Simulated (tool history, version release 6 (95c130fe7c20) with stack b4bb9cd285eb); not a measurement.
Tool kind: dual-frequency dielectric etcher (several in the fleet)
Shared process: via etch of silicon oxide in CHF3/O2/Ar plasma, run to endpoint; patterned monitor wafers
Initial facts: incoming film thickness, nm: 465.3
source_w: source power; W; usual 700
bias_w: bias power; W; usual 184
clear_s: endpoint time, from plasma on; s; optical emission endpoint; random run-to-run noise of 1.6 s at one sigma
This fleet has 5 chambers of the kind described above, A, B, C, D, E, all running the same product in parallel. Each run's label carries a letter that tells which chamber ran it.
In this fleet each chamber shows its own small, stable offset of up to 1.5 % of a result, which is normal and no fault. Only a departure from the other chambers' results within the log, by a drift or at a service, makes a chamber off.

| run | hour | source_w | bias_w | hours since the last wet clean | hours since the last source power generator calibration | hours since the last bias power generator calibration | clear_s |
|---|---|---|---|---|---|---|---|
| 1E | 11.5 | 700 | 184 | 585.0 | 2831.2 | 2866.2 | 220.91 |
|  | 11.7 | chamber E: wet clean of the chamber |
| 2D | 17.8 | 700 | 184 | 325.1 | 3673.8 | 1082.8 | 219.59 |
| 3A | 23.1 | 700 | 184 | 359.0 | 2360.8 | 523.1 | 216.80 |
| 4C | 29.6 | 700 | 184 | 107.9 | 3558.0 | 818.0 | 221.52 |
| 5B | 36.2 | 700 | 184 | 104.7 | 1601.5 | 954.5 | 222.47 |
| 6B | 48.1 | 580 | 144 | 116.6 | 1613.4 | 966.4 | 260.54 |
| 7D | 59.0 | 580 | 144 | 366.3 | 3715.0 | 1124.0 | 259.30 |
| 8C | 68.0 | 580 | 144 | 146.3 | 3596.4 | 856.4 | 256.84 |
| 9A | 77.6 | 580 | 144 | 413.5 | 2415.3 | 577.6 | 254.71 |
| 10E | 85.9 | 580 | 144 | 74.2 | 2905.6 | 2940.6 | 256.65 |
| 11D | 93.5 | 860 | 157 | 400.8 | 3749.5 | 1158.5 | 217.13 |
| 12A | 105.2 | 860 | 157 | 441.1 | 2442.9 | 605.2 | 210.95 |
| 13C | 113.2 | 860 | 157 | 191.5 | 3641.6 | 901.6 | 215.90 |
| 14B | 119.0 | 860 | 157 | 187.5 | 1684.3 | 1037.3 | 218.78 |
| 15E | 126.4 | 860 | 157 | 114.7 | 2946.1 | 2981.1 | 217.02 |
| 16A | 137.4 | 700 | 184 | 473.3 | 2475.1 | 637.4 | 217.53 |
| 17D | 145.9 | 700 | 184 | 453.2 | 3801.9 | 1210.9 | 222.34 |
|  | 146.3 | chamber E: source power generator calibrated |
| 18B | 154.3 | 600 | 184 | 222.8 | 1719.6 | 1072.6 | 232.83 |
| 19C | 162.4 | 600 | 184 | 240.7 | 3690.8 | 950.8 | 232.14 |
| 20E | 174.2 | 600 | 184 | 162.5 | 28.0 | 3028.9 | 239.65 |
| 21D | 179.9 | 600 | 184 | 487.2 | 3835.9 | 1244.9 | 235.00 |
|  | 180.5 | chamber C: source power generator calibrated |
| 22B | 189.1 | 600 | 184 | 257.6 | 1754.4 | 1107.4 | 237.22 |
|  | 195.2 | chamber D: wet clean of the chamber |
| 23E | 195.2 | 700 | 184 | 183.5 | 49.0 | 3049.9 | 219.55 |
| 24A | 201.8 | 700 | 184 | 537.7 | 2539.5 | 701.8 | 220.29 |
| 25C | 211.5 | 700 | 184 | 289.8 | 31.0 | 999.9 | 219.34 |
| 26B | 223.0 | 700 | 184 | 291.5 | 1788.3 | 1141.3 | 220.30 |
| 27A | 232.8 | 700 | 184 | 568.7 | 2570.5 | 732.8 | 218.91 |
| 28C | 239.4 | 640 | 221 | 317.7 | 58.9 | 1027.8 | 214.03 |
| 29D | 251.0 | 640 | 221 | 55.8 | 3907.0 | 1316.0 | 214.98 |
| 30E | 262.9 | 640 | 221 | 251.2 | 116.7 | 3117.6 | 216.63 |
| 31C | 269.9 | 640 | 221 | 348.2 | 89.4 | 1058.3 | 213.91 |
| 32E | 281.6 | 640 | 221 | 269.9 | 135.4 | 3136.3 | 213.45 |
| 33A | 290.2 | 700 | 184 | 626.1 | 2627.9 | 790.2 | 216.34 |
|  | 301.7 | chamber A: source power generator calibrated |
| 34B | 302.1 | 700 | 184 | 370.6 | 1867.4 | 1220.4 | 221.64 |
| 35D | 311.1 | 700 | 184 | 115.9 | 3967.1 | 1376.1 | 221.37 |
|  | 315.8 | chamber A: wet clean of the chamber |
| 36D | 317.8 | 700 | 184 | 122.6 | 3973.8 | 1382.8 | 221.51 |
| 37B | 328.8 | 700 | 184 | 397.3 | 1894.1 | 1247.1 | 223.47 |
| 38C | 334.3 | 570 | 221 | 412.6 | 153.8 | 1122.7 | 226.23 |
| 39A | 345.1 | 570 | 221 | 29.4 | 43.5 | 845.1 | 221.11 |
| 40E | 353.8 | 570 | 221 | 342.1 | 207.6 | 3208.5 | 223.87 |
| 41B | 362.2 | 570 | 221 | 430.7 | 1927.5 | 1280.5 | 224.95 |
| 42C | 371.9 | 570 | 221 | 450.2 | 191.4 | 1160.3 | 225.82 |

Is one chamber out of step, is the gauge drifting, or do the chambers differ by no more than their own small offsets? For an off chamber, give its letter and the likeliest cause.

Nothing is wrong: each chamber keeps only its own small, steady offset and the gauge holds still.
